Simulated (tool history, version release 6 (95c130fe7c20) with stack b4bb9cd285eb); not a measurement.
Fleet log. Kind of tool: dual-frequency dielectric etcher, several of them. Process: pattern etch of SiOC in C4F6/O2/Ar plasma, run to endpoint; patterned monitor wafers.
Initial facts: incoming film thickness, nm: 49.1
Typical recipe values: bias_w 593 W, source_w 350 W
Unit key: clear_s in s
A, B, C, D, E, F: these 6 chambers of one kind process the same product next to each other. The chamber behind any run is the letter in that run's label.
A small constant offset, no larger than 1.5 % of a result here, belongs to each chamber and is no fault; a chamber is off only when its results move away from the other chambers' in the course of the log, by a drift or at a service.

run	hour	bias_w	source_w	hours since the last wet clean	hours since the last bias power generator calibration	hours since the last source power generator calibration	clear_s
1D	2.1	593	350	620.3	1376.8	2021.7	16.378
2F	5.5	593	350	96.5	1911.0	577.1	15.988
3B	7.8	593	350	187.9	722.8	2945.5	16.109
4E	10.0	593	350	220.9	1338.2	1329.6	16.347
5C	13.8	593	350	360.9	2610.6	440.4	16.374
6A	17.9	593	350	298.8	1849.1	1900.1	16.322
7A	19.9	593	350	300.8	1851.1	1902.1	16.305
8E	23.4	593	350	234.3	1351.6	1343.0	16.313
9C	27.3	734	440	374.4	2624.1	453.9	13.958
10D	30.9	734	440	649.1	1405.6	2050.5	13.898
11F	33.9	734	440	124.9	1939.4	605.5	13.565
12B	37.3	734	440	217.4	752.3	2975.0	13.641
13E	40.7	734	440	251.6	1368.9	1360.3	13.876
14A	42.9	734	440	323.8	1874.1	1925.1	13.678
# hour 43.8: chamber D: wet clean of the chamber
15F	46.4	593	350	137.4	1951.9	618.0	16.056
16D	50.6	593	350	6.8	1425.3	2070.2	16.425
17B	54.2	593	350	234.3	769.2	2991.9	15.986
18C	58.2	593	350	405.3	2655.0	484.8	16.326
19C	61.2	593	350	408.3	2658.0	487.8	16.330
20F	64.3	682	350	155.3	1969.8	635.9	15.300
21B	67.0	682	350	247.1	782.0	3004.7	15.199
22E	68.9	682	350	279.8	1397.1	1388.5	15.409
23D	71.2	682	350	27.4	1445.9	2090.8	15.346
24A	74.7	682	350	355.6	1905.9	1956.9	15.310
25B	78.1	682	350	258.2	793.1	3015.8	15.212
26F	82.2	593	350	173.2	1987.7	653.8	16.036
27A	86.6	593	350	367.5	1917.8	1968.8	16.360
28E	90.1	593	350	301.0	1418.3	1409.7	16.263
29C	92.2	593	350	439.3	2689.0	518.8	16.299
30D	94.5	593	350	50.7	1469.2	2114.1	16.322
31A	97.0	593	350	377.9	1928.2	1979.2	16.293
32B	100.0	593	350	280.1	815.0	3037.7	16.248
33D	102.4	593	350	58.6	1477.1	2122.0	16.477
34F	105.6	529	350	196.6	2011.1	677.2	16.959
35E	109.1	529	350	320.0	1437.3	1428.7	17.006
36C	112.6	529	350	459.7	2709.4	539.2	16.866
37A	114.5	529	350	395.4	1945.7	1996.7	16.910
38D	117.4	529	350	73.6	1492.1	2137.0	17.162
39F	119.6	529	350	210.6	2025.1	691.2	16.784

Does one chamber stand apart from the rest, does the shared gauge drift, or is all well apart from small per-chamber offsets? Give the chamber and the most likely cause, where there is one.

Beyond each chamber's small constant offset nothing stands out, and the gauge stays steady.

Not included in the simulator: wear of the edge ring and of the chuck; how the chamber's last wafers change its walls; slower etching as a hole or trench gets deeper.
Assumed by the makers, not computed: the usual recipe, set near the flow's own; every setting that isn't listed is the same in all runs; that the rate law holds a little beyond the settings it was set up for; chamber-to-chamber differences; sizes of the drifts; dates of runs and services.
